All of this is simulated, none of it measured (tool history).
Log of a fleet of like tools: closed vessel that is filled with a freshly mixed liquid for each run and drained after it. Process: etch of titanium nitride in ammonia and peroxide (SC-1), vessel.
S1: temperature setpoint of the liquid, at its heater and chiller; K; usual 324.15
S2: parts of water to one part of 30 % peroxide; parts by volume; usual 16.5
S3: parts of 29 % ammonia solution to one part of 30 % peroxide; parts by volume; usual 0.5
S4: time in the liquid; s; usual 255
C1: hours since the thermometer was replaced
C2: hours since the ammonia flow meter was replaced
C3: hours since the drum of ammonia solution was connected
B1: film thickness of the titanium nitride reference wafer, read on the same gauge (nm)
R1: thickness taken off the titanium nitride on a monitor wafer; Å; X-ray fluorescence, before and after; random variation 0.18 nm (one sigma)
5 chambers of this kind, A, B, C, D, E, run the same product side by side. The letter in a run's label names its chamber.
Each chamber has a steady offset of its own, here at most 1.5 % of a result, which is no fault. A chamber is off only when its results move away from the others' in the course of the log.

| run | hour | S1 | S2 | S3 | S4 | C1 | C2 | C3 | B1 | R1 |
|---|---|---|---|---|---|---|---|---|---|---|
| 1B | 6.7 | 324.15 | 16.5 | 0.5 | 255 | 961.4 | 894.6 | 11.3 | 89.96 | 230.75 |
| 2A | 14.4 | 324.15 | 16.5 | 0.5 | 255 | 277.5 | 101.8 | 98.3 | 89.995 | 230.93 |
| 3E | 19.5 | 324.15 | 16.5 | 0.5 | 255 | 808.3 | 116 | 352.5 | 89.952 | 239.49 |
| 4D | 27.4 | 324.15 | 16.5 | 0.5 | 255 | 560.7 | 429.4 | 840.1 | 89.99 | 234.84 |
| 5C | 35.3 | 324.15 | 16.5 | 0.5 | 255 | 167.2 | 667.5 | 255.9 | 90.02 | 236.57 |
| 6D | 44.9 | 324.15 | 16.5 | 0.5 | 255 | 578.2 | 446.9 | 857.6 | 89.964 | 233.65 |
| 7A | 51.8 | 324.15 | 16.5 | 0.5 | 255 | 314.9 | 139.2 | 135.7 | 89.983 | 234.01 |
| 8B | 61.5 | 324.15 | 16.5 | 0.5 | 255 | 1016.2 | 949.4 | 66.1 | 89.987 | 233.6 |
|  | 63.4 | chamber D: thermometer replaced |
| 9E | 66.7 | 324.15 | 16.5 | 0.5 | 255 | 855.5 | 163.2 | 399.7 | 89.994 | 236.41 |
| 10C | 72.2 | 324.15 | 16.5 | 0.5 | 255 | 204.1 | 704.4 | 292.8 | 90.015 | 237.41 |
| 11A | 76.4 | 324.15 | 16.5 | 0.4 | 255 | 339.5 | 163.8 | 160.3 | 90.021 | 223.51 |
| 12B | 81.6 | 324.15 | 16.5 | 0.4 | 255 | 1036.3 | 969.5 | 86.2 | 90.024 | 225.12 |
| 13C | 90.4 | 324.15 | 16.5 | 0.4 | 255 | 222.3 | 722.6 | 311 | 90.006 | 228.37 |
| 14D | 96.7 | 324.15 | 16.5 | 0.4 | 255 | 33.4 | 498.7 | 909.4 | 89.986 | 226.22 |
| 15E | 101.2 | 324.15 | 16.5 | 0.4 | 255 | 890 | 197.7 | 434.2 | 89.982 | 222.29 |
| 16E | 108.3 | 324.15 | 24 | 0.5 | 255 | 897.1 | 204.8 | 441.3 | 90.018 | 191.93 |
| 17D | 113.9 | 324.15 | 24 | 0.5 | 255 | 50.6 | 515.9 | 926.6 | 90.016 | 191.03 |
| 18B | 118.6 | 324.15 | 24 | 0.5 | 255 | 1073.3 | 1006.5 | 123.2 | 89.993 | 188.85 |
|  | 118.9 | chamber D: new drum of ammonia solution connected |
| 19A | 124 | 324.15 | 24 | 0.5 | 255 | 387.1 | 211.4 | 207.9 | 89.977 | 189.43 |
| 20C | 132.2 | 324.15 | 24 | 0.5 | 255 | 264.1 | 764.4 | 352.8 | 89.969 | 192.9 |
| 21C | 138.5 | 330.15 | 10 | 0.5 | 255 | 270.4 | 770.7 | 359.1 | 90.005 | 459.03 |
| 22B | 146.4 | 330.15 | 10 | 0.5 | 255 | 1101.1 | 1034.3 | 151 | 90.008 | 458.3 |
| 23A | 154.7 | 330.15 | 10 | 0.5 | 255 | 417.8 | 242.1 | 238.6 | 89.968 | 466.3 |
| 24D | 160.9 | 330.15 | 10 | 0.5 | 255 | 97.6 | 562.9 | 42 | 90.021 | 469.81 |
| 25E | 169.5 | 330.15 | 10 | 0.5 | 255 | 958.3 | 266 | 502.5 | 89.988 | 451.79 |
| 26C | 178.1 | 324.15 | 16.5 | 0.5 | 255 | 310 | 810.3 | 398.7 | 89.995 | 240.5 |
| 27B | 185.9 | 324.15 | 16.5 | 0.5 | 255 | 1140.6 | 1073.8 | 190.5 | 89.998 | 231.68 |
| 28A | 191.1 | 324.15 | 16.5 | 0.5 | 255 | 454.2 | 278.5 | 275 | 89.996 | 235.07 |
| 29D | 196.2 | 324.15 | 16.5 | 0.5 | 255 | 132.9 | 598.2 | 77.3 | 89.982 | 237.92 |
| 30E | 201.9 | 324.15 | 16.5 | 0.5 | 255 | 990.7 | 298.4 | 534.9 | 89.981 | 229.79 |
| 31E | 206.3 | 324.15 | 16.5 | 0.5 | 255 | 995.1 | 302.8 | 539.3 | 90.018 | 228.11 |
| 32B | 211.7 | 324.15 | 16.5 | 0.5 | 255 | 1166.4 | 1099.6 | 216.3 | 89.997 | 232.09 |
| 33C | 217.7 | 324.15 | 16.5 | 0.5 | 255 | 349.6 | 849.9 | 438.3 | 89.991 | 236.74 |
| 34D | 226.6 | 324.15 | 19 | 0.3 | 255 | 163.3 | 628.6 | 107.7 | 90.037 | 196.98 |
| 35A | 231.2 | 324.15 | 19 | 0.3 | 255 | 494.3 | 318.6 | 315.1 | 89.977 | 195.09 |
| 36B | 235.9 | 324.15 | 19 | 0.3 | 255 | 1190.6 | 1123.8 | 240.5 | 90.004 | 196.7 |
| 37D | 245.6 | 324.15 | 19 | 0.3 | 255 | 182.3 | 647.6 | 126.7 | 89.975 | 200.82 |
| 38E | 255.3 | 324.15 | 19 | 0.3 | 255 | 1044.1 | 351.8 | 588.3 | 90.024 | 191.84 |
| 39A | 262.4 | 324.15 | 16.5 | 0.5 | 255 | 525.5 | 349.8 | 346.3 | 90.024 | 233.54 |
| 40C | 271.9 | 324.15 | 16.5 | 0.5 | 255 | 403.8 | 904.1 | 492.5 | 90.004 | 239.08 |
| 41E | 280.5 | 324.15 | 16.5 | 0.5 | 255 | 1069.3 | 377 | 613.5 | 90.01 | 222.5 |
| 42D | 284.9 | 324.15 | 16.5 | 0.5 | 255 | 221.6 | 686.9 | 166 | 90.036 | 233.35 |
| 43B | 289.9 | 324.15 | 16.5 | 0.5 | 255 | 1244.6 | 1177.8 | 294.5 | 90.014 | 235.9 |

What goes on in this fleet: one chamber off, a drifting gauge, or nothing beyond the chambers' own small offsets? Name the chamber and the cause, if any.

Chamber E drifts away from the others.
Cause: liquid colder than its thermometer reads (K) = 0.922.

Here are 4 candidates for chamber E's next run, each the usual settings with a change, their results left as question marks. Which one brings its results back in line with what the others give on the usual settings?
In line means no further than this from the other chambers' mean on the usual settings: R1 6.3 Å
| 44E-1 | 296.9 | 324.65 | 16.5 | 0.5 | 260 |  |  |  |  | ? |
| 44E-2 | 296.9 | 323.15 | 16.5 | 0.5 | 245 |  |  |  |  | ? |
| 44E-3 | 296.9 | 325.15 | 16.5 | 0.5 | 265 |  |  |  |  | ? |
| 44E-4 | 296.9 | 323.65 | 16.5 | 0.5 | 250 |  |  |  |  | ? |

The other chambers' mean on the usual settings: R1 235.2 Å
| run | R1 |
|---|---|
| 44E-1 | 235.52 |
| 44E-2 | 199.61 |
| 44E-3 | 248.69 |
| 44E-4 | 211.08 |
44E-1 brings the chamber back in line.

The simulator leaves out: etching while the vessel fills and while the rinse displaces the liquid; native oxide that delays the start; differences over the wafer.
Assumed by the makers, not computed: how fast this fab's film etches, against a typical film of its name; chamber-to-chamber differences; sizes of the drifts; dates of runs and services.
